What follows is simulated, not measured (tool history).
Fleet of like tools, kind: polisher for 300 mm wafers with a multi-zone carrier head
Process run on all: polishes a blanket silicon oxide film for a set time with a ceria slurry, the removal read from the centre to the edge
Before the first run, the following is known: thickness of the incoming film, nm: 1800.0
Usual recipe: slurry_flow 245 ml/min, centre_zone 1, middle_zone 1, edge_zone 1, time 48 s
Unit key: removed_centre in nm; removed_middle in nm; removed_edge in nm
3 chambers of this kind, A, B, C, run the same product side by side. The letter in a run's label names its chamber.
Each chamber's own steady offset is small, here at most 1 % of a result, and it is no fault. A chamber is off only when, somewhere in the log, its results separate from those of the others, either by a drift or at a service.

run,hour,slurry_flow,centre_zone,middle_zone,edge_zone,time,removed_centre,removed_middle,removed_edge
# hour 13.6: chamber A: worn pad replaced by a new one
1B,14.5,245,1,1,1,48,366.79,368.49,363.86
2C,28,245,1,1,1,48,363.45,372.43,373.46
# hour 32: chamber C: worn pad replaced by a new one
3A,35.5,245,1,1,1,48,367.91,369.75,369.28
# hour 43.9: chamber B: worn pad replaced by a new one
4B,44.4,245,1,1,1,48,370.4,371.25,364.82
5C,52.7,245,1,1,1,48,363.51,371.09,370.76
6A,64.4,245,1,1,1,48,369.42,369.16,374.17
7A,72.8,245,1,1,1,48,376.87,370.64,363.17
# hour 74: chamber C: centre zone pressure recalibrated
8B,81.3,245,1,0.95,0.89,48,367.32,354.49,349.03
# hour 87.2: chamber C: worn pad replaced by a new one
# hour 87.8: chamber A: slurry nozzle cleaned
9C,88.4,245,1,0.95,0.89,48,369.7,341.17,341.35
10A,96.5,245,1,0.95,0.89,48,362.59,344.88,353.15
11C,104.8,245,1.09,1,1,48,406.32,374.4,370.34
12B,117,245,1.09,1,1,48,398.03,367.72,363.09
# hour 124.4: chamber A: worn pad replaced by a new one
13C,130.8,245,1.09,1,1,48,399.04,367.5,362.36
14A,142.3,245,0.91,1,1,48,331.01,368.22,376.47
# hour 146.3: chamber B: worn pad replaced by a new one
# hour 150: chamber B: slurry nozzle cleaned
# hour 151.3: chamber C: worn pad replaced by a new one
15B,151.3,245,0.91,1,1,48,335.26,361.6,371.97
16A,159.4,245,0.91,1,1,48,333.26,360.33,380.49
17B,167.8,245,1,1,1,48,371.29,374.37,364.88
# hour 172.1: chamber A: centre zone pressure recalibrated
18C,177,245,1,1,0.92,48,366.2,378.81,347.36
19A,185.6,245,1,1,0.92,48,335.32,375.15,351.74
20C,192.4,245,1,1,0.92,48,361.31,379.02,352.37
21B,206,245,1,1,1,48,370.32,365.62,368.05
# hour 215.1: chamber C: worn pad replaced by a new one
22B,220.5,245,1,1,1,48,369.27,361.68,373.49
# hour 226.5: chamber A: worn pad replaced by a new one
23A,233.4,245,1,1,0.89,48,337.38,372.4,338.2
24C,244.1,245,1,1,0.89,48,374.7,368.87,343.87
# hour 254.6: chamber B: worn pad replaced by a new one
25A,256,245,1,1,0.89,48,339.69,366.16,350.1
26C,263.9,245,1,1,1,48,369.53,374.24,373.06
27B,271.7,245,1,1,1,48,365.56,363.76,362.22
28A,280.7,245,1,1,1,48,343.36,358.38,362.13
# hour 281.7: chamber C: worn pad replaced by a new one
29C,290.7,245,1,1,1,48,369.78,370.77,369.01
30B,302.8,245,1,1,1,48,362.15,369.33,364.98
31A,316.9,245,1,1,1,48,339.17,360.21,370.18

Next, all 3 chambers run the settings below, one line each with question marks for the results. What does each chamber give?
32A,327.9,245,1,1,1,48,?,?,?
32B,327.9,245,1,1,1,48,?,?,?
32C,327.9,245,1,1,1,48,?,?,?

run,removed_centre,removed_middle,removed_edge
32A,335.7,361.31,366.85
32B,364.68,371.78,374.62
32C,366.98,370.56,359.87

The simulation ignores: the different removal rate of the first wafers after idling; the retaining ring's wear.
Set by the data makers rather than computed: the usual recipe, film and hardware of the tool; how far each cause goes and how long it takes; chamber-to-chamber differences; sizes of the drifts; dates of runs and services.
